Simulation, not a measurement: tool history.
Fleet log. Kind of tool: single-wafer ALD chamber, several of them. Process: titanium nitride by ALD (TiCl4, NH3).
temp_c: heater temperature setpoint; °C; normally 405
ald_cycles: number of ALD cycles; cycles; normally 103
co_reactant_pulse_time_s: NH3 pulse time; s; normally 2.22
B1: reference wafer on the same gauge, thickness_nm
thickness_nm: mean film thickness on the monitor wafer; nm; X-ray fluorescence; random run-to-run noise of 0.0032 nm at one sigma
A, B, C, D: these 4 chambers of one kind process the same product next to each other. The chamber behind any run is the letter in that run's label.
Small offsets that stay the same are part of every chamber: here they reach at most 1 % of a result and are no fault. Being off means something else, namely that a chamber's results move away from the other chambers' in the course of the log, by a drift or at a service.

Run 1A, hour 10.9: usual settings; B1 2.4105. Result: thickness_nm 2.2867 nm.
Run 2C, hour 25.0: usual settings; B1 2.4103. Result: thickness_nm 2.2984 nm.
Run 3D, hour 37.9: usual settings; B1 2.4117. Result: thickness_nm 2.2788 nm.
Run 4B, hour 50.5: usual settings; B1 2.4114. Result: thickness_nm 2.2767 nm.
Run 5B, hour 63.9: usual settings; B1 2.4121. Result: thickness_nm 2.2856 nm.
Run 6C, hour 71.9: usual settings; B1 2.4125. Result: thickness_nm 2.3045 nm.
Run 7A, hour 85.3: usual settings; B1 2.4132. Result: thickness_nm 2.2963 nm.
Run 8D, hour 95.0: usual settings; B1 2.4139. Result: thickness_nm 2.2870 nm.
Run 9D, hour 110.1: usual settings; B1 2.4146. Result: thickness_nm 2.2817 nm.
Run 10A, hour 123.7: usual settings; B1 2.4146. Result: thickness_nm 2.3011 nm.
Run 11B, hour 131.6: usual settings; B1 2.4157. Result: thickness_nm 2.2792 nm.
Run 12C, hour 141.5: usual settings; B1 2.4156. Result: thickness_nm 2.3053 nm.
Run 13D, hour 153.3: usual settings; B1 2.4160. Result: thickness_nm 2.2836 nm.
Run 14A, hour 164.9: usual settings; B1 2.4161. Result: thickness_nm 2.3000 nm.
Run 15C, hour 176.9: usual settings; B1 2.4166. Result: thickness_nm 2.3100 nm.
Run 16B, hour 189.1: usual settings; B1 2.4166. Result: thickness_nm 2.2868 nm.
Run 17A, hour 201.6: usual settings; B1 2.4179. Result: thickness_nm 2.3095 nm.
Run 18B, hour 215.8: usual settings; B1 2.4191. Result: thickness_nm 2.2878 nm.
Run 19C, hour 227.5: usual settings; B1 2.4189. Result: thickness_nm 2.3051 nm.
Run 20D, hour 235.5: usual settings; B1 2.4195. Result: thickness_nm 2.2904 nm.
Run 21A, hour 250.9: usual settings; B1 2.4191. Result: thickness_nm 2.2959 nm.
Run 22C, hour 264.0: usual settings; B1 2.4195. Result: thickness_nm 2.3113 nm.
At hour 266.4: chamber A: thermocouple changed; heater temperature recalibrated.
Run 23D, hour 274.1: usual settings; B1 2.4201. Result: thickness_nm 2.2856 nm.
Run 24B, hour 286.3: usual settings; B1 2.4213. Result: thickness_nm 2.2912 nm.
Run 25D, hour 301.4: usual settings; B1 2.4219. Result: thickness_nm 2.2926 nm.
Run 26B, hour 309.1: usual settings; B1 2.4229. Result: thickness_nm 2.2879 nm.
Run 27A, hour 323.7: usual settings; B1 2.4228. Result: thickness_nm 2.3101 nm.
Run 28C, hour 339.8: usual settings but temp_c 396 °C, ald_cycles 84 cycles; B1 2.4232. Result: thickness_nm 1.8802 nm.
Run 29A, hour 348.2: usual settings but temp_c 396 °C, ald_cycles 84 cycles; B1 2.4230. Result: thickness_nm 1.8690 nm.

Predict what each chamber gives when all 4 of them run the settings below next.
Run 30A, hour 359.9: usual settings. Result: thickness_nm ?.
Run 30B, hour 359.9: usual settings. Result: thickness_nm ?.
Run 30C, hour 359.9: usual settings. Result: thickness_nm ?.
Run 30D, hour 359.9: usual settings. Result: thickness_nm ?.

run  thickness_nm
30A        2.3077
30B        2.2953
30C        2.3088
30D        2.2962
